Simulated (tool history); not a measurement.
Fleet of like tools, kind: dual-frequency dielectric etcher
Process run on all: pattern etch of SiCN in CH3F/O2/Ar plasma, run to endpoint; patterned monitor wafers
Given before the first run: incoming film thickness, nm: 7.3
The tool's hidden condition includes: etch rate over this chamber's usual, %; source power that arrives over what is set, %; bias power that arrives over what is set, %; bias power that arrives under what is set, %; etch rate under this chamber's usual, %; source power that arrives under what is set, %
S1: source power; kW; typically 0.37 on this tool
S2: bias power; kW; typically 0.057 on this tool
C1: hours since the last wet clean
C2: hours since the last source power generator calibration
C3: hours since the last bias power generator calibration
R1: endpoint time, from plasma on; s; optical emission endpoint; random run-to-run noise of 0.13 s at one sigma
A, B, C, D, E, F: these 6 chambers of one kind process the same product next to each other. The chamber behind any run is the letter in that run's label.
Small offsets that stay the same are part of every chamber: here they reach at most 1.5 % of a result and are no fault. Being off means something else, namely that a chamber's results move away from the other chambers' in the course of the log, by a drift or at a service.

| run | day | S1 | S2 | C1 | C2 | C3 | R1 |
|---|---|---|---|---|---|---|---|
| 1D | 0.121 | 0.37 | 0.057 | 310.4 | 1044.7 | 929.7 | 21.829 |
| 2E | 0.379 | 0.37 | 0.057 | 24.7 | 1057.7 | 1183 | 21.715 |
| 3B | 0.596 | 0.37 | 0.057 | 183.1 | 496.7 | 2888.8 | 21.75 |
| 4A | 0.854 | 0.37 | 0.057 | 407.3 | 2570.5 | 2262.3 | 21.514 |
| 5C | 1.108 | 0.37 | 0.057 | 380.7 | 2368.6 | 3535.9 | 21.699 |
| 6F | 1.308 | 0.37 | 0.057 | 432 | 2579.2 | 2251.8 | 21.592 |
| 7F | 1.55 | 0.37 | 0.057 | 437.8 | 2585 | 2257.6 | 21.607 |
| 8B | 1.796 | 0.37 | 0.057 | 211.9 | 525.5 | 2917.6 | 21.944 |
| 9D | 1.925 | 0.37 | 0.057 | 353.7 | 1088 | 973 | 22.04 |
|  | 1.979 | chamber B: bias power generator calibrated |
| 10A | 2.079 | 0.37 | 0.057 | 436.7 | 2599.9 | 2291.7 | 21.583 |
| 11C | 2.217 | 0.37 | 0.057 | 407.3 | 2395.2 | 3562.5 | 21.694 |
| 12E | 2.433 | 0.37 | 0.057 | 74 | 1107 | 1232.3 | 21.939 |
| 13C | 2.579 | 0.37 | 0.057 | 416 | 2403.9 | 3571.2 | 21.669 |
| 14A | 2.817 | 0.37 | 0.057 | 454.4 | 2617.6 | 2309.4 | 21.605 |
| 15D | 3.067 | 0.37 | 0.057 | 381.1 | 1115.4 | 1000.4 | 21.931 |
| 16E | 3.188 | 0.3 | 0.062 | 92.1 | 1125.1 | 1250.4 | 23.228 |
| 17F | 3.388 | 0.3 | 0.062 | 481.9 | 2629.1 | 2301.7 | 22.84 |
| 18B | 3.575 | 0.3 | 0.062 | 254.6 | 568.2 | 38.3 | 22.915 |
| 19F | 3.8 | 0.3 | 0.062 | 491.8 | 2639 | 2311.6 | 22.813 |
| 20C | 3.958 | 0.3 | 0.062 | 449.1 | 2437 | 3604.3 | 22.361 |
| 21B | 4.183 | 0.3 | 0.062 | 269.2 | 582.8 | 52.9 | 22.926 |
| 22E | 4.379 | 0.37 | 0.057 | 120.7 | 1153.7 | 1279 | 22.105 |
| 23A | 4.604 | 0.37 | 0.057 | 497.3 | 2660.5 | 2352.3 | 21.884 |
| 24D | 4.829 | 0.37 | 0.057 | 423.4 | 1157.7 | 1042.7 | 22.078 |
| 25E | 5.046 | 0.37 | 0.057 | 136.7 | 1169.7 | 1295 | 22.243 |
| 26A | 5.258 | 0.37 | 0.057 | 513 | 2676.2 | 2368 | 21.62 |
| 27D | 5.417 | 0.37 | 0.057 | 437.5 | 1171.8 | 1056.8 | 21.954 |
| 28C | 5.588 | 0.37 | 0.057 | 488.2 | 2476.1 | 3643.4 | 21.358 |
| 29F | 5.746 | 0.44 | 0.052 | 538.5 | 2685.7 | 2358.3 | 21.077 |
| 30B | 5.875 | 0.44 | 0.052 | 309.8 | 623.4 | 93.5 | 20.87 |
| 31D | 6.075 | 0.44 | 0.052 | 453.3 | 1187.6 | 1072.6 | 21.153 |
|  | 6.192 | chamber F: wet clean of the chamber |
|  | 6.217 | chamber A: bias power generator calibrated |
| 32F | 6.3 | 0.44 | 0.052 | 2.7 | 2699 | 2371.6 | 20.881 |
| 33C | 6.567 | 0.44 | 0.052 | 511.7 | 2499.6 | 3666.9 | 20.561 |
| 34E | 6.767 | 0.44 | 0.052 | 178 | 1211 | 1336.3 | 21.283 |
| 35B | 6.967 | 0.37 | 0.057 | 336 | 649.6 | 119.7 | 21.429 |
| 36A | 7.154 | 0.37 | 0.057 | 558.5 | 2721.7 | 22.6 | 21.642 |
| 37A | 7.354 | 0.37 | 0.057 | 563.3 | 2726.5 | 27.4 | 21.664 |
| 38E | 7.475 | 0.37 | 0.057 | 195 | 1228 | 1353.3 | 21.742 |
| 39B | 7.692 | 0.37 | 0.057 | 353.4 | 667 | 137.1 | 21.879 |

Next, every chamber runs the same settings. What will each give?
| 40A | 7.888 | 0.37 | 0.062 |  |  |  | ? |
| 40B | 7.888 | 0.37 | 0.062 |  |  |  | ? |
| 40C | 7.888 | 0.37 | 0.062 |  |  |  | ? |
| 40D | 7.888 | 0.37 | 0.062 |  |  |  | ? |
| 40E | 7.888 | 0.37 | 0.062 |  |  |  | ? |
| 40F | 7.888 | 0.37 | 0.062 |  |  |  | ? |

| run | R1 |
|---|---|
| 40A | 21.187 |
| 40B | 21.002 |
| 40C | 20.653 |
| 40D | 21.513 |
| 40E | 21.489 |
| 40F | 21.07 |
